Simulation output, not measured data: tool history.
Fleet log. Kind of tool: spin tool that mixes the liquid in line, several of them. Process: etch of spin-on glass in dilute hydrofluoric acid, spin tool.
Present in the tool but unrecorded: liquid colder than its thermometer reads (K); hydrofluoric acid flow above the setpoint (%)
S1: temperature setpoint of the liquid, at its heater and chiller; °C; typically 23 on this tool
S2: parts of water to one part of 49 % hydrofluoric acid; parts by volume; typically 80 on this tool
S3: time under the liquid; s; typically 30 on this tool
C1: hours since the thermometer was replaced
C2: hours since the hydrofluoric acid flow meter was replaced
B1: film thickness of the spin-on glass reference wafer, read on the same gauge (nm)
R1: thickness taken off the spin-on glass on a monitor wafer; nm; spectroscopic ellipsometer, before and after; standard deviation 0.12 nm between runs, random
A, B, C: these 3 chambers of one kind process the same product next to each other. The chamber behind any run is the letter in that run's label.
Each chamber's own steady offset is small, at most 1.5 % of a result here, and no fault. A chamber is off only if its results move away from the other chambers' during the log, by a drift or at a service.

run   hour  S1  S2  S3      C1      C2      B1       R1
 1A   11.9  23  80  30   811.8   820.3  140.03  16.2860
 2B   23.7  23  80  30  1609.8   355.5  139.99  16.0550
 3C   32.3  23  80  30  1359.1   283.8  140.05  16.1430
 4B   41.9  23  80  30  1628.0   373.7  139.99  15.8900
 5A   51.4  23  80  30   851.3   859.8  140.01  16.0460
      60.0  -- chamber B: hydrofluoric acid flow meter replaced
 6C   65.9  23  80  30  1392.7   317.4  140.04  16.1260
 7B   77.8  21  80  20  1663.9    17.9  140.03   9.7053
 8C   89.2  21  80  20  1416.0   340.7  140.03   9.8886
 9A   96.3  21  80  20   896.2   904.7  140.00  10.0510
10C  107.2  23  80  30  1434.0   358.7  140.03  16.1000
11A  119.6  23  80  30   919.5   928.0  139.99  16.1310
12B  126.6  23  80  30  1712.7    66.7  140.03  16.0700
13C  134.1  23  80  30  1460.9   385.6  140.01  16.0170
14B  143.1  23  80  30  1729.2    83.2  140.00  15.8150
15A  156.5  23  80  30   956.4   964.9  140.00  16.6300
16B  167.0  23  80  30  1753.1   107.1  139.98  16.1510
17C  175.4  23  80  30  1502.2   426.9  139.96  16.0310
18A  185.1  23  80  30   985.0   993.5  140.07  16.6300
19B  200.3  23  80  30  1786.4   140.4  139.96  16.0360
20A  212.8  23  80  30  1012.7  1021.2  140.03  16.7100
21C  226.7  23  80  30  1553.5   478.2  140.02  15.9750
22B  238.7  23  80  30  1824.8   178.8  140.04  15.9630
     241.9  -- chamber A: thermometer replaced
23A  253.9  23  80  30    12.1  1062.3  139.96  16.9170
24C  266.4  23  80  30  1593.2   517.9  140.03  16.1470

Next, every chamber runs the same settings. What will each give?
25A  277.3  23  80  30               ?
25B  277.3  23  80  30               ?
25C  277.3  23  80  30               ?

run       R1
25A  17.1120
25B  15.7470
25C  15.9660
